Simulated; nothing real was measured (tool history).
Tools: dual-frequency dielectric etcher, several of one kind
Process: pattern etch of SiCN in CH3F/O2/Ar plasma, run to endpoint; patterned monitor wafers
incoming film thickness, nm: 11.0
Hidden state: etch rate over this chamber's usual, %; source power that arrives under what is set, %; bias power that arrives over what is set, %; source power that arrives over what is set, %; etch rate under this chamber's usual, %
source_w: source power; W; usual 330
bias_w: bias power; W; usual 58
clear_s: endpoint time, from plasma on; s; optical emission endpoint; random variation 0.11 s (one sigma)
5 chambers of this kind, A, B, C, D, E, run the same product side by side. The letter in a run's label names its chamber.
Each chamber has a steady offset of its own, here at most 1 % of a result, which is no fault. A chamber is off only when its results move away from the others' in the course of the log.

run,hour,source_w,bias_w,hours since the last wet clean,hours since the last source power generator calibration,hours since the last bias power generator calibration,clear_s
1E,13.2,330,58,34.5,2266.8,2300.1,33.937
2B,28.3,330,58,182.1,1508.4,1154.6,34.221
3D,40.5,330,58,395.9,1757.7,938.6,34.259
4A,49.8,330,58,337.9,2816.5,1023.9,34.262
5C,64.4,330,58,69.9,1957.0,782.7,33.926
6D,79.5,330,58,434.9,1796.7,977.6,34.282
7E,91.4,330,58,112.7,2345.0,2378.3,33.805
8C,106.3,270,63,111.8,1998.9,824.6,35.608
9B,118.9,270,63,272.7,1599.0,1245.2,35.782
10A,130.6,270,63,418.7,2897.3,1104.7,36.126
# hour 136.9: chamber A: wet clean of the chamber
11D,140.1,270,63,495.5,1857.3,1038.2,35.826
12C,147.4,270,63,152.9,2040.0,865.7,35.940
13E,156.9,330,58,178.2,2410.5,2443.8,33.982
14B,164.6,330,58,318.4,1644.7,1290.9,34.085
15A,172.7,330,58,35.8,2939.4,1146.8,34.267
# hour 173.8: chamber D: wet clean of the chamber
16C,184.4,330,58,189.9,2077.0,902.7,34.214
17E,194.8,270,58,216.1,2448.4,2481.7,36.599
18A,202.7,270,58,65.8,2969.4,1176.8,36.834
19B,214.4,270,58,368.2,1694.5,1340.7,36.928
20D,222.8,270,58,49.0,1940.0,1120.9,36.552
21D,234.9,270,58,61.1,1952.1,1133.0,36.936
22C,246.4,330,58,251.9,2139.0,964.7,34.113
23B,257.4,330,58,411.2,1737.5,1383.7,34.089
24A,267.0,330,58,130.1,3033.7,1241.1,34.156
25E,277.6,330,58,298.9,2531.2,2564.5,34.128
26A,287.1,330,58,150.2,3053.8,1261.2,34.089
27C,296.0,330,58,301.5,2188.6,1014.3,33.976
28E,310.9,330,58,332.2,2564.5,2597.8,33.869
# hour 315.9: chamber C: wet clean of the chamber
29D,325.7,330,58,151.9,2042.9,1223.8,33.955
30B,338.6,370,69,492.4,1818.7,1464.9,30.843
31E,354.5,370,69,375.8,2608.1,2641.4,30.500
32D,361.9,370,69,188.1,2079.1,1260.0,30.856
# hour 365.0: chamber B: wet clean of the chamber
33C,378.6,370,69,62.7,2271.2,1096.9,31.725
34B,393.5,370,69,28.6,1873.6,1519.8,30.764
35A,405.3,330,58,268.4,3172.0,1379.4,34.579
# hour 405.4: chamber E: wet clean of the chamber
36A,417.2,330,58,280.3,3183.9,1391.3,34.071
37C,429.7,330,58,113.8,2322.3,1148.0,35.312
38D,442.3,330,58,268.5,2159.5,1340.4,33.896
39B,451.4,330,58,86.5,1931.5,1577.7,34.352
40E,465.1,330,58,59.7,2718.7,2752.0,33.792
41B,476.1,330,58,111.2,1956.2,1602.4,34.126
42D,484.7,330,58,310.9,2201.9,1382.8,33.846
43E,495.3,330,58,89.9,2748.9,2782.2,33.881
44C,509.4,330,58,193.5,2402.0,1227.7,35.140

Next, every chamber runs the same settings. What will each give?
45A,521.4,330,58,,,,?
45B,521.4,330,58,,,,?
45C,521.4,330,58,,,,?
45D,521.4,330,58,,,,?
45E,521.4,330,58,,,,?

run,clear_s
45A,34.449
45B,34.128
45C,35.278
45D,34.154
45E,33.982

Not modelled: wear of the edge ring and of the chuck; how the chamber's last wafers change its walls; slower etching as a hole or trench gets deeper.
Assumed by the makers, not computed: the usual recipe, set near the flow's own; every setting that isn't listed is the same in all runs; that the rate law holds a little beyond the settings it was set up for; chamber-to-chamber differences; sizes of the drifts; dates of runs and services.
